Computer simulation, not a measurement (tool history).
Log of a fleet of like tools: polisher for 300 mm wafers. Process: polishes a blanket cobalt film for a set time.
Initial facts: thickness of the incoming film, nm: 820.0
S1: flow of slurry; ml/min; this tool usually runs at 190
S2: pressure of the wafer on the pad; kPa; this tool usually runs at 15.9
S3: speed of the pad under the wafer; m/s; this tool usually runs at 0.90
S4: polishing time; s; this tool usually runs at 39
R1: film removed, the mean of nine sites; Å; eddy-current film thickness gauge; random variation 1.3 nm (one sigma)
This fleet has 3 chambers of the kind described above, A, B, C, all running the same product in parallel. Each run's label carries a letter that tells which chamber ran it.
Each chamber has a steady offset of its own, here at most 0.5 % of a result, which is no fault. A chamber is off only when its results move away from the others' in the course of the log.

{"run": "1A", "day": 0.521, "S1": 190, "S2": 15.9, "S3": 0.9, "S4": 39, "R1": 2122.9}
{"day": 0.658, "done": "chamber A: worn pad replaced by a new one"}
{"run": "2B", "day": 0.821, "S1": 190, "S2": 15.9, "S3": 0.9, "S4": 39, "R1": 2100.8}
{"day": 1.292, "done": "chamber B: worn pad replaced by a new one"}
{"run": "3C", "day": 1.3, "S1": 190, "S2": 15.9, "S3": 0.9, "S4": 39, "R1": 2098.3}
{"run": "4A", "day": 1.875, "S1": 190, "S2": 15.9, "S3": 0.9, "S4": 39, "R1": 2088.4}
{"run": "5C", "day": 2.417, "S1": 190, "S2": 15.9, "S3": 0.9, "S4": 39, "R1": 2099.3}
{"run": "6B", "day": 2.808, "S1": 190, "S2": 15.9, "S3": 0.9, "S4": 26, "R1": 1403.8}
{"run": "7B", "day": 3.329, "S1": 190, "S2": 15.9, "S3": 0.9, "S4": 26, "R1": 1389.7}
{"run": "8C", "day": 3.875, "S1": 190, "S2": 15.9, "S3": 0.9, "S4": 26, "R1": 1385.9}
{"day": 3.962, "done": "chamber C: worn pad replaced by a new one"}
{"day": 4.154, "done": "chamber A: slurry nozzle cleaned"}
{"run": "9A", "day": 4.158, "S1": 190, "S2": 15.9, "S3": 0.9, "S4": 39, "R1": 2088.9}
{"run": "10C", "day": 4.579, "S1": 190, "S2": 15.9, "S3": 0.9, "S4": 39, "R1": 2094.2}
{"day": 4.671, "done": "chamber B: worn pad replaced by a new one"}
{"day": 4.883, "done": "chamber A: worn pad replaced by a new one"}
{"run": "11A", "day": 5.017, "S1": 225, "S2": 15.9, "S3": 0.9, "S4": 39, "R1": 2139.6}
{"run": "12B", "day": 5.633, "S1": 225, "S2": 15.9, "S3": 0.9, "S4": 39, "R1": 2111.7}
{"run": "13A", "day": 5.988, "S1": 225, "S2": 15.9, "S3": 0.9, "S4": 39, "R1": 2158.5}
{"run": "14C", "day": 6.404, "S1": 190, "S2": 15.9, "S3": 0.9, "S4": 39, "R1": 2079.6}
{"run": "15B", "day": 6.725, "S1": 190, "S2": 15.9, "S3": 0.9, "S4": 39, "R1": 2085.7}
{"run": "16C", "day": 7.012, "S1": 190, "S2": 18.6, "S3": 0.64, "S4": 39, "R1": 1760.4}
{"day": 7.479, "done": "chamber A: head pressure recalibrated"}
{"run": "17A", "day": 7.6, "S1": 190, "S2": 18.6, "S3": 0.64, "S4": 39, "R1": 1670.5}
{"run": "18B", "day": 8.029, "S1": 190, "S2": 18.6, "S3": 0.64, "S4": 39, "R1": 1732.4}
{"day": 8.192, "done": "chamber C: worn pad replaced by a new one"}
{"run": "19A", "day": 8.479, "S1": 190, "S2": 15.9, "S3": 0.9, "S4": 39, "R1": 2007.9}
{"day": 8.75, "done": "chamber B: worn pad replaced by a new one"}
{"day": 8.879, "done": "chamber A: worn pad replaced by a new one"}
{"run": "20C", "day": 9.062, "S1": 190, "S2": 15.9, "S3": 0.9, "S4": 39, "R1": 2086.5}
{"run": "21B", "day": 9.542, "S1": 190, "S2": 15.9, "S3": 0.9, "S4": 39, "R1": 2080.2}
{"run": "22A", "day": 10.058, "S1": 190, "S2": 15.9, "S3": 0.9, "S4": 34, "R1": 1724.4}
{"run": "23B", "day": 10.358, "S1": 190, "S2": 15.9, "S3": 0.9, "S4": 34, "R1": 1820.9}
{"run": "24C", "day": 10.817, "S1": 190, "S2": 15.9, "S3": 0.9, "S4": 34, "R1": 1810.3}
{"run": "25B", "day": 11.4, "S1": 190, "S2": 15.9, "S3": 0.9, "S4": 39, "R1": 2076.4}
{"run": "26C", "day": 11.692, "S1": 190, "S2": 15.9, "S3": 0.9, "S4": 39, "R1": 2067.6}
{"run": "27A", "day": 12.042, "S1": 250, "S2": 15.9, "S3": 0.9, "S4": 39, "R1": 2052.8}
{"day": 12.054, "done": "chamber C: head pressure recalibrated"}
{"day": 12.367, "done": "chamber A: worn pad replaced by a new one"}
{"run": "28A", "day": 12.396, "S1": 250, "S2": 15.9, "S3": 0.9, "S4": 39, "R1": 2080.1}
{"day": 12.488, "done": "chamber C: worn pad replaced by a new one"}
{"run": "29B", "day": 12.971, "S1": 250, "S2": 15.9, "S3": 0.9, "S4": 39, "R1": 2142.0}
{"day": 13.054, "done": "chamber B: worn pad replaced by a new one"}
{"run": "30C", "day": 13.325, "S1": 190, "S2": 17.2, "S3": 0.6, "S4": 39, "R1": 1524.5}
{"day": 13.362, "done": "chamber B: slurry nozzle cleaned"}
{"day": 13.438, "done": "chamber C: slurry nozzle cleaned"}
{"day": 13.492, "done": "chamber A: slurry nozzle cleaned"}
{"run": "31C", "day": 13.717, "S1": 190, "S2": 17.2, "S3": 0.6, "S4": 39, "R1": 1516.9}
{"run": "32B", "day": 14.221, "S1": 190, "S2": 17.2, "S3": 0.6, "S4": 39, "R1": 1509.0}
{"run": "33A", "day": 14.758, "S1": 190, "S2": 15.9, "S3": 0.9, "S4": 39, "R1": 2021.9}
{"run": "34B", "day": 15.417, "S1": 190, "S2": 15.9, "S3": 0.9, "S4": 39, "R1": 2080.0}
{"run": "35A", "day": 15.758, "S1": 190, "S2": 15.9, "S3": 0.9, "S4": 39, "R1": 2007.3}
{"run": "36C", "day": 16.4, "S1": 145, "S2": 15.9, "S3": 0.9, "S4": 50, "R1": 2571.5}
{"day": 16.662, "done": "chamber A: worn pad replaced by a new one"}
{"run": "37C", "day": 16.862, "S1": 145, "S2": 15.9, "S3": 0.9, "S4": 50, "R1": 2544.2}
{"day": 16.917, "done": "chamber C: worn pad replaced by a new one"}
{"day": 17.142, "done": "chamber B: worn pad replaced by a new one"}
{"run": "38B", "day": 17.162, "S1": 145, "S2": 15.9, "S3": 0.9, "S4": 50, "R1": 2541.2}
{"run": "39A", "day": 17.479, "S1": 190, "S2": 15.9, "S3": 0.9, "S4": 39, "R1": 1993.9}
{"run": "40A", "day": 17.958, "S1": 190, "S2": 15.9, "S3": 0.9, "S4": 39, "R1": 1973.3}
{"run": "41C", "day": 18.325, "S1": 190, "S2": 15.9, "S3": 0.9, "S4": 39, "R1": 2095.0}
{"run": "42B", "day": 18.858, "S1": 190, "S2": 15.9, "S3": 0.9, "S4": 39, "R1": 2071.7}
{"run": "43A", "day": 19.392, "S1": 190, "S2": 15.9, "S3": 0.9, "S4": 39, "R1": 2000.5}
{"run": "44C", "day": 19.808, "S1": 190, "S2": 15.9, "S3": 0.9, "S4": 39, "R1": 2110.8}

What goes on in this fleet: one chamber off, a drifting gauge, or nothing beyond the chambers' own small offsets? Name the chamber and the cause, if any.

A service left chamber A off against the others.
Most likely cause: head's pressure below its setpoint, % = 4.69.

Chamber A could run next with any of the 4 candidate recipes listed below; each alters the usual settings, and their results appear as question marks. Which one brings its results back in line with what the other chambers deliver on the usual settings?
Allowed miss from the other chambers' usual-settings mean, per result, to count as in line: R1 44.0 Å
{"run": "45A-1", "day": 20.279, "S1": 190, "S2": 15.9, "S3": 0.9, "S4": 41, "R1": "?"}
{"run": "45A-2", "day": 20.279, "S1": 190, "S2": 15.9, "S3": 0.88, "S4": 38, "R1": "?"}
{"run": "45A-3", "day": 20.279, "S1": 190, "S2": 15.9, "S3": 0.98, "S4": 39, "R1": "?"}
{"run": "45A-4", "day": 20.279, "S1": 190, "S2": 15.9, "S3": 0.86, "S4": 38, "R1": "?"}

Mean of the other chambers on the usual settings: R1 2080.1 Å
run=45A-1 R1=2089.9
run=45A-2 R1=1893.9
run=45A-3 R1=2165.0
run=45A-4 R1=1850.8
Change 45A-1 lands the chamber within the allowed miss of the other chambers.
